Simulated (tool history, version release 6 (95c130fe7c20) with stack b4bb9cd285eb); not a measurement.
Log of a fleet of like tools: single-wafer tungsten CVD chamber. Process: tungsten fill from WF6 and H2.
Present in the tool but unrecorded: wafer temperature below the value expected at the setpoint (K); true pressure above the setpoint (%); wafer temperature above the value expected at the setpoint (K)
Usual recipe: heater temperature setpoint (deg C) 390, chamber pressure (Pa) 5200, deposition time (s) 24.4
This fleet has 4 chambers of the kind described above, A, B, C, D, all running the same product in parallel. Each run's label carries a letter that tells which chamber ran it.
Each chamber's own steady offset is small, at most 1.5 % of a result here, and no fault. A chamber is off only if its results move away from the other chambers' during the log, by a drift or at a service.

run   hour  heater temperature setpoint (deg C)  chamber pressure (Pa)  deposition time (s)  hours since the last thermocouple change  hours since the last manometer calibration  read-back reference wafer on the same gauge, thickness_nm  mean film thickness on the monitor wafer (angstrom)
 1A   11.9                                  390                   5200                 24.4                                    1526.6                                       967.6                                                     70.701                                               665.32
 2B   24.7                                  390                   5200                 24.4                                    1038.3                                       687.9                                                     70.743                                               673.23
 3D   35.1                                  390                   5200                 24.4                                    1069.3                                       478.2                                                     70.761                                               667.05
      36.1  -- chamber D: thermocouple changed; heater temperature recalibrated
 4C   43.8                                  390                   5200                 24.4                                     304.4                                      2822.9                                                     70.832                                               659.29
 5C     57                                  390                   5200                 24.4                                     317.6                                      2836.1                                                     70.875                                               667.85
 6D     64                                  390                   5200                 24.4                                      27.9                                       507.1                                                     70.774                                               663.83
 7A   75.3                                  390                   5200                 24.4                                      1590                                        1031                                                     70.773                                               666.79
 8B   83.9                                  390                   5200                 24.4                                    1097.5                                       747.1                                                     70.772                                                671.3
 9D   92.6                                  401                   4000                 24.4                                      56.5                                       535.7                                                     70.728                                               717.86
10C  105.8                                  401                   4000                 24.4                                     366.4                                      2884.9                                                     70.883                                               723.18
11A  114.4                                  401                   4000                 24.4                                    1629.1                                      1070.1                                                     70.747                                               721.13
12B  123.6                                  401                   4000                 24.4                                    1137.2                                       786.8                                                     70.729                                                728.3
13B  135.4                                  390                   5200                 24.4                                      1149                                       798.6                                                     70.742                                               665.31
14A  147.6                                  390                   5200                 27.7                                    1662.3                                      1103.3                                                     70.765                                               750.31
15D  159.3                                  390                   5200                 27.7                                     123.2                                       602.4                                                     70.847                                                751.6
     159.8  -- chamber C: capacitance manometer re-zeroed and calibrated
16C  165.9                                  390                   5200                 27.7                                     426.5                                         6.2                                                      70.71                                               749.29
17B  178.7                                  390                   5200                 27.7                                    1192.3                                       841.9                                                     70.834                                                  747
18A  192.7                                  390                   5200                 24.4                                    1707.4                                      1148.4                                                     70.736                                               664.77
19D  202.9                                  390                   5200                 24.4                                     166.8                                         646                                                     70.838                                               668.22
20C  209.9                                  390                   5200                 24.4                                     470.5                                        50.2                                                     70.808                                               671.37
21B  216.1                                  390                   6426                 24.4                                    1229.7                                       879.3                                                     70.799                                               716.89
22C  230.2                                  390                   6426                 24.4                                     490.8                                        70.5                                                     70.782                                                735.6
     232.1  -- chamber A: thermocouple changed; heater temperature recalibrated
23D  239.2                                  390                   6426                 24.4                                     203.1                                       682.3                                                     70.824                                               730.74
24A  253.4                                  390                   6426                 24.4                                      21.3                                      1209.1                                                     70.838                                               731.32
25D  267.3                                  390                   5200                 24.4                                     231.2                                       710.4                                                     70.791                                               662.58
26A  280.3                                  390                   5200                 24.4                                      48.2                                        1236                                                     70.797                                               663.77
27B  294.3                                  390                   5200                 24.4                                    1307.9                                       957.5                                                     70.721                                               636.46

Predict what each chamber gives when all 4 of them run the settings below next.
28A  304.6                                  390                   4240                 24.4                                                                                                                                                                                                     ?
28B  304.6                                  390                   4240                 24.4                                                                                                                                                                                                     ?
28C  304.6                                  390                   4240                 24.4                                                                                                                                                                                                     ?
28D  304.6                                  390                   4240                 24.4                                                                                                                                                                                                     ?

run  mean film thickness on the monitor wafer (angstrom)
28A                                               609.16
28B                                               575.21
28C                                               604.88
28D                                               606.89
